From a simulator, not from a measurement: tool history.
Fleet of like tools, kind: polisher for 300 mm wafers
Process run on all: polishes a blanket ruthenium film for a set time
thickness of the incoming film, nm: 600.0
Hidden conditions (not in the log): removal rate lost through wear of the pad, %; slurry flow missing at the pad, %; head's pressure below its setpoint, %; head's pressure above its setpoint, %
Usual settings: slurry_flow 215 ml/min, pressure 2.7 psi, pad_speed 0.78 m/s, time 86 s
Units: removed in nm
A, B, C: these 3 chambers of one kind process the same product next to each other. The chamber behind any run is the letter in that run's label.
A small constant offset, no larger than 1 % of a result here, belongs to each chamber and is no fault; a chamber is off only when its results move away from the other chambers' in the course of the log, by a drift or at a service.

run,day,slurry_flow,pressure,pad_speed,time,wafers polished on this pad,hours since the slurry nozzle was cleaned,hours since the head pressure was calibrated,removed
1B,0.25,215,2.7,0.78,86,395,151.5,33.3,100.82
2C,0.462,215,2.7,0.78,86,814,21.2,110.3,103.31
3A,0.688,215,2.7,0.78,86,843,222.7,403.1,101.32
4C,0.879,215,2.7,0.78,86,892,31.2,120.3,101.76
5B,1.083,215,2.7,0.78,86,550,171.5,53.3,99.308
6A,1.25,170,2.7,0.78,86,947,236.2,416.6,96.005
7C,1.404,170,2.7,0.78,86,989,43.8,132.9,100.07
8A,1.596,170,2.7,0.78,86,1011,244.5,424.9,96.344
9B,1.725,215,2.7,0.78,71,669,186.9,68.7,80.613
10B,1.838,215,2.7,0.78,71,690,189.6,71.4,84.481
# day 1.908: chamber C: worn pad replaced by a new one
11C,2.042,215,2.7,0.78,71,25,59.1,148.2,86.034
12A,2.2,215,2.7,0.78,86,1124,259,439.4,101.45
13C,2.4,215,2.7,0.78,86,91,67.7,156.8,100.49
# day 2.517: chamber A: head pressure recalibrated
14B,2.583,215,2.7,0.78,86,829,207.5,89.3,99.376
15A,2.762,215,2.7,0.78,86,1228,272.5,5.9,99.192
16B,2.946,215,2.7,0.78,86,896,216.2,98,98.888
# day 3.054: chamber B: slurry nozzle cleaned
17C,3.188,215,2.7,0.78,86,237,86.6,175.7,100.77
18A,3.329,215,2.7,0.78,86,1333,286.1,19.5,99.753
19A,3.512,215,2.7,1,112,1367,290.5,23.9,171.53
20C,3.704,215,2.7,1,112,333,99,188.1,171.09
21B,3.862,215,2.7,1,112,1066,19.5,120,162.85
22A,4.017,215,2.7,0.78,86,1461,302.6,36,101.65
23C,4.208,215,2.7,0.78,86,427,111.1,200.2,100.64
24B,4.433,215,2.7,0.78,86,1172,33.2,133.7,97.044
25A,4.575,215,2.7,0.78,86,1564,316,49.4,99.91
26B,4.717,215,2.7,0.56,86,1225,40,140.5,69.055
27C,4.829,215,2.7,0.56,86,542,126,215.1,73.472
# day 4.862: chamber A: worn pad replaced by a new one
28B,5.021,215,2.7,0.56,86,1281,47.3,147.8,69.028
29C,5.271,215,2.7,0.78,86,624,136.6,225.7,101.11
30A,5.45,215,2.7,0.78,86,109,337,70.4,102.76
31C,5.571,215,2.7,0.78,86,680,143.8,232.9,102.78
32A,5.758,215,2.7,0.78,86,167,344.4,77.8,101.02
33B,5.967,215,2.7,0.78,86,1457,70,170.5,95.123
34B,6.175,215,2.7,0.78,86,1495,75,175.5,94.977
35C,6.342,215,2.7,0.78,86,823,162.3,251.4,100.97
36A,6.588,215,2.7,0.78,86,320,364.3,97.7,99.8
37A,6.762,215,2.7,0.78,86,353,368.5,101.9,98.166
38C,6.946,215,2.7,0.78,86,935,176.8,265.9,100.48

Predict what each chamber gives when all 3 of them run the settings below next.
39A,7.125,215,2.7,0.78,86,,,,?
39B,7.125,215,2.7,0.78,86,,,,?
39C,7.125,215,2.7,0.78,86,,,,?

run,removed
39A,99.451
39B,94.377
39C,102.78
